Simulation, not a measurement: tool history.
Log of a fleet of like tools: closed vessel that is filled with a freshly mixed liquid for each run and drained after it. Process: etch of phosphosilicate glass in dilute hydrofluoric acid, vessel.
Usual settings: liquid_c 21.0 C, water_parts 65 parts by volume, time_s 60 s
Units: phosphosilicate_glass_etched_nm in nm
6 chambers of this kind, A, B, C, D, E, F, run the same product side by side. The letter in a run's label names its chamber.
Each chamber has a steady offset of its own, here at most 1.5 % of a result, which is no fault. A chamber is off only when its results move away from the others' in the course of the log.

run   hour  liquid_c  water_parts  time_s  hours since the thermometer was replaced  hours since the hydrofluoric acid flow meter was replaced  read-back film thickness of the phosphosilicate glass reference wafer, read on the same gauge (nm)  phosphosilicate_glass_etched_nm
 1A   12.6      21.0           65      60                                    1540.6                                                       46.5                                                                                              109.98                           58.423
      16.0  -- chamber B: hydrofluoric acid flow meter replaced
 2B   20.1      21.0           65      60                                    2716.1                                                        4.1                                                                                              110.01                           57.374
 3D   32.2      21.0           65      60                                     999.0                                                      528.4                                                                                              110.00                           58.282
 4E   45.6      21.0           65      60                                     132.3                                                      296.4                                                                                              109.98                           57.773
 5F   55.3      21.0           65      60                                     615.8                                                     1535.2                                                                                              109.98                           56.783
 6C   68.6      21.0           65      60                                     798.2                                                     2303.2                                                                                              110.00                           56.928
 7B   80.9      21.0           65      60                                    2776.9                                                       64.9                                                                                              109.94                           57.345
 8E   90.1      21.0           65      60                                     176.8                                                      340.9                                                                                              109.98                           57.849
      91.2  -- chamber D: thermometer replaced
 9C   97.4      21.0           65      60                                     827.0                                                     2332.0                                                                                              109.94                           57.986
10D  105.7      21.0           65      60                                      14.5                                                      601.9                                                                                              109.98                           59.708
11A  114.5      21.0           65      60                                    1642.5                                                      148.4                                                                                              110.03                           58.270
12F  125.0      21.0           65      60                                     685.5                                                     1604.9                                                                                              109.98                           57.177
     125.4  -- chamber C: hydrofluoric acid flow meter replaced
13E  132.9      21.0           65      60                                     219.6                                                      383.7                                                                                              109.99                           56.994
14B  140.4      21.0           65      60                                    2836.4                                                      124.4                                                                                              110.03                           57.246
15C  150.2      21.0           65      60                                     879.8                                                       24.8                                                                                              109.97                           56.777
16A  160.8      21.0           65      60                                    1688.8                                                      194.7                                                                                              109.95                           57.447
17D  173.7      19.0           65      60                                      82.5                                                      669.9                                                                                              110.00                           53.356
18F  184.1      19.0           65      60                                     744.6                                                     1664.0                                                                                              110.00                           52.121
19E  192.2      19.0           65      60                                     278.9                                                      443.0                                                                                              110.00                           53.499
20B  204.6      19.0           65      60                                    2900.6                                                      188.6                                                                                              110.01                           52.771
21C  210.9      19.0           65      60                                     940.5                                                       85.5                                                                                              109.94                           50.881
22A  224.1      19.0           65      60                                    1752.1                                                      258.0                                                                                              110.00                           54.535
23D  233.0      21.0           65      60                                     141.8                                                      729.2                                                                                              110.05                           58.861
24F  243.6      21.0           65      60                                     804.1                                                     1723.5                                                                                              110.00                           57.057
25B  250.7      21.0           65      60                                    2946.7                                                      234.7                                                                                              110.02                           58.337
26C  256.6      21.0           65      60                                     986.2                                                      131.2                                                                                              109.98                           54.519
27A  263.9      21.0           65      60                                    1791.9                                                      297.8                                                                                              110.02                           58.922
28E  272.8      21.0           65      60                                     359.5                                                      523.6                                                                                              110.04                           58.048
29D  279.5      21.0           65      60                                     188.3                                                      775.7                                                                                              110.00                           58.018
30F  286.4      21.0           65      60                                     846.9                                                     1766.3                                                                                              110.02                           57.488
31A  292.6      21.0           65      60                                    1820.6                                                      326.5                                                                                              110.01                           57.708
32E  300.3      21.0           65      60                                     387.0                                                      551.1                                                                                              110.04                           56.699
33D  312.3      17.0           55      60                                     221.1                                                      808.5                                                                                              110.04                           59.217
34B  321.5      17.0           55      60                                    3017.5                                                      305.5                                                                                              110.06                           57.567
35C  328.7      17.0           55      60                                    1058.3                                                      203.3                                                                                              110.00                           54.414
36F  339.8      17.0           55      60                                     900.3                                                     1819.7                                                                                              109.98                           57.539
37B  353.0      17.0           55      60                                    3049.0                                                      337.0                                                                                              109.99                           57.965
38D  360.4      17.0           55      60                                     269.2                                                      856.6                                                                                              110.03                           59.120
39A  368.5      21.0           65      60                                    1896.5                                                      402.4                                                                                              109.99                           58.774
40C  374.6      21.0           65      60                                    1104.2                                                      249.2                                                                                              109.94                           52.554
41F  386.7      21.0           65      60                                     947.2                                                     1866.6                                                                                              109.97                           58.253
     387.9  -- chamber E: thermometer replaced
42E  394.2      21.0           65      60                                       6.3                                                      645.0                                                                                              109.94                           57.448
43E  407.6      21.0           65      75                                      19.7                                                      658.4                                                                                              110.00                           72.378
44F  415.2      21.0           65      75                                     975.7                                                     1895.1                                                                                              110.00                           72.590

All 6 chambers run these settings next. Forecast each chamber's results:
45A  424.9      18.5           65      60                                                                                                                                                                                                                                         ?
45B  424.9      18.5           65      60                                                                                                                                                                                                                                         ?
45C  424.9      18.5           65      60                                                                                                                                                                                                                                         ?
45D  424.9      18.5           65      60                                                                                                                                                                                                                                         ?
45E  424.9      18.5           65      60                                                                                                                                                                                                                                         ?
45F  424.9      18.5           65      60                                                                                                                                                                                                                                         ?

run  phosphosilicate_glass_etched_nm
45A                           53.260
45B                           51.679
45C                           46.186
45D                           52.417
45E                           52.083
45F                           52.208
